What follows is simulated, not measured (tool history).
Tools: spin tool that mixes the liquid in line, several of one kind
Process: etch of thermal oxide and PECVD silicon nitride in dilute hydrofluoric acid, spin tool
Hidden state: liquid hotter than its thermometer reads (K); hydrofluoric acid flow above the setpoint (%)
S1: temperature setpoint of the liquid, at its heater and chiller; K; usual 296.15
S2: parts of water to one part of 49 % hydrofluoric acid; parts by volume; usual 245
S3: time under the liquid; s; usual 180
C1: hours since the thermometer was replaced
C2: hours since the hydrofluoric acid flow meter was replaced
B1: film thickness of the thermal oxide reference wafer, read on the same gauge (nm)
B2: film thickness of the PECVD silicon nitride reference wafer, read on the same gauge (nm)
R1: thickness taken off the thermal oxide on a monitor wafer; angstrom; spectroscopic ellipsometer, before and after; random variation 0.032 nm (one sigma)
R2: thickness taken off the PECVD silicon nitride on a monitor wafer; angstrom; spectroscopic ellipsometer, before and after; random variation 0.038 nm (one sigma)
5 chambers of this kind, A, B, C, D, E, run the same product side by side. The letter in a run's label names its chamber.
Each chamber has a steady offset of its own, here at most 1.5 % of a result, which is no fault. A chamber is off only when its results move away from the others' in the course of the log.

| run | hour | S1 | S2 | S3 | C1 | C2 | B1 | B2 | R1 | R2 |
|---|---|---|---|---|---|---|---|---|---|---|
| 1D | 8.8 | 296.15 | 245 | 180 | 2126.9 | 613.0 | 29.993 | 79.947 | 29.105 | 13.5900 |
| 2E | 21.6 | 296.15 | 245 | 180 | 1187.1 | 656.5 | 30.011 | 79.948 | 29.558 | 13.7500 |
| 3A | 32.6 | 296.15 | 245 | 180 | 507.3 | 459.8 | 29.986 | 80.070 | 29.771 | 14.7110 |
| 4B | 43.4 | 296.15 | 245 | 180 | 312.7 | 293.3 | 29.990 | 80.008 | 28.569 | 14.5710 |
| 5C | 52.2 | 296.15 | 245 | 180 | 1412.8 | 796.9 | 29.999 | 79.986 | 29.476 | 14.1950 |
| 6B | 62.1 | 299.15 | 160 | 180 | 331.4 | 312.0 | 30.010 | 80.031 | 54.218 | 26.3650 |
| 7A | 70.3 | 299.15 | 160 | 180 | 545.0 | 497.5 | 30.013 | 80.003 | 54.757 | 25.3480 |
| 8C | 76.5 | 299.15 | 160 | 180 | 1437.1 | 821.2 | 29.978 | 80.013 | 55.897 | 26.2570 |
| 9E | 82.4 | 299.15 | 160 | 180 | 1247.9 | 717.3 | 29.986 | 80.025 | 54.635 | 26.2060 |
| 10D | 88.1 | 299.15 | 160 | 180 | 2206.2 | 692.3 | 29.963 | 80.040 | 55.270 | 26.5670 |
| 11E | 94.8 | 296.15 | 245 | 180 | 1260.3 | 729.7 | 30.039 | 80.003 | 29.207 | 13.5680 |
| 12C | 104.4 | 296.15 | 245 | 180 | 1465.0 | 849.1 | 29.984 | 79.981 | 29.541 | 14.3270 |
|  | 108.6 | chamber A: thermometer replaced |
| 13D | 112.4 | 296.15 | 245 | 180 | 2230.5 | 716.6 | 29.951 | 80.020 | 29.291 | 13.8260 |
| 14B | 118.4 | 296.15 | 245 | 180 | 387.7 | 368.3 | 30.000 | 79.987 | 28.855 | 13.9900 |
| 15A | 127.0 | 301.15 | 345 | 180 | 18.4 | 554.2 | 29.982 | 80.008 | 22.532 | 13.5460 |
| 16B | 136.1 | 301.15 | 345 | 180 | 405.4 | 386.0 | 29.952 | 80.038 | 22.146 | 13.5170 |
| 17A | 147.9 | 301.15 | 345 | 180 | 39.3 | 575.1 | 30.018 | 79.982 | 22.211 | 13.5230 |
| 18E | 154.4 | 301.15 | 345 | 180 | 1319.9 | 789.3 | 29.981 | 80.038 | 22.128 | 13.5170 |
| 19C | 160.0 | 301.15 | 345 | 180 | 1520.6 | 904.7 | 30.019 | 79.972 | 22.699 | 13.3230 |
|  | 163.5 | chamber D: thermometer replaced |
| 20D | 167.9 | 296.15 | 245 | 180 | 4.4 | 772.1 | 30.004 | 80.039 | 28.873 | 13.7400 |
|  | 171.4 | chamber D: hydrofluoric acid flow meter replaced |
| 21B | 179.7 | 296.15 | 245 | 180 | 449.0 | 429.6 | 29.980 | 80.025 | 28.929 | 13.4090 |
| 22A | 189.6 | 296.15 | 245 | 180 | 81.0 | 616.8 | 29.997 | 79.990 | 29.415 | 14.5110 |
| 23E | 200.7 | 296.15 | 245 | 180 | 1366.2 | 835.6 | 30.019 | 79.999 | 29.293 | 14.5860 |
| 24D | 207.0 | 296.15 | 245 | 180 | 43.5 | 35.6 | 30.044 | 79.967 | 28.935 | 13.8360 |
| 25C | 219.2 | 296.15 | 245 | 180 | 1579.8 | 963.9 | 29.972 | 80.046 | 29.337 | 14.0250 |
| 26A | 228.1 | 296.15 | 245 | 180 | 119.5 | 655.3 | 29.999 | 80.024 | 29.364 | 13.8550 |
| 27D | 235.1 | 296.15 | 245 | 180 | 71.6 | 63.7 | 29.998 | 79.967 | 28.675 | 14.4560 |
| 28B | 245.9 | 300.15 | 245 | 100 | 515.2 | 495.8 | 30.017 | 79.968 | 19.897 | 10.0050 |
| 29C | 256.9 | 300.15 | 245 | 100 | 1617.5 | 1001.6 | 29.985 | 79.989 | 18.751 | 10.0710 |
|  | 263.0 | chamber A: hydrofluoric acid flow meter replaced |
|  | 266.7 | chamber C: thermometer replaced |
| 30E | 267.9 | 300.15 | 245 | 100 | 1433.4 | 902.8 | 29.985 | 79.965 | 18.767 | 9.5714 |
| 31A | 274.2 | 300.15 | 245 | 100 | 165.6 | 11.3 | 30.046 | 79.979 | 18.666 | 9.9331 |
| 32B | 282.1 | 300.15 | 245 | 100 | 551.4 | 532.0 | 30.046 | 80.021 | 20.518 | 10.7250 |
| 33D | 290.1 | 296.15 | 245 | 180 | 126.6 | 118.7 | 30.012 | 79.979 | 29.021 | 13.0950 |
| 34E | 301.4 | 296.15 | 245 | 180 | 1466.9 | 936.3 | 30.019 | 79.964 | 29.701 | 14.6470 |
| 35C | 313.9 | 296.15 | 245 | 180 | 47.3 | 1058.6 | 29.991 | 80.013 | 29.092 | 13.8980 |

What goes on in this fleet: one chamber off, a drifting gauge, or nothing beyond the chambers' own small offsets? Name the chamber and the cause, if any.

Chamber B drifts away from the others.
Cause: hydrofluoric acid flow above the setpoint (%) = 11.6.

Here are 4 candidates for chamber B's next run, each the usual settings with a change, their results left as question marks. Which one brings its results back in line with what the others give on the usual settings?
In line means no further than this from the other chambers' mean on the usual settings: R1 1.100 angstrom; R2 1.3000 angstrom
| 36B-1 | 323.1 | 296.15 | 250 | 175 |  |  |  |  | ? | ? |
| 36B-2 | 323.1 | 296.15 | 260 | 170 |  |  |  |  | ? | ? |
| 36B-3 | 323.1 | 296.15 | 240 | 185 |  |  |  |  | ? | ? |
| 36B-4 | 323.1 | 296.15 | 230 | 190 |  |  |  |  | ? | ? |

The other chambers' mean on the usual settings: R1 29.205 angstrom; R2 13.8770 angstrom
| run | R1 | R2 |
|---|---|---|
| 36B-1 | 31.195 | 15.0980 |
| 36B-2 | 28.867 | 14.1080 |
| 36B-3 | 34.681 | 16.6190 |
| 36B-4 | 37.524 | 17.8030 |
36B-2 brings the chamber back in line.

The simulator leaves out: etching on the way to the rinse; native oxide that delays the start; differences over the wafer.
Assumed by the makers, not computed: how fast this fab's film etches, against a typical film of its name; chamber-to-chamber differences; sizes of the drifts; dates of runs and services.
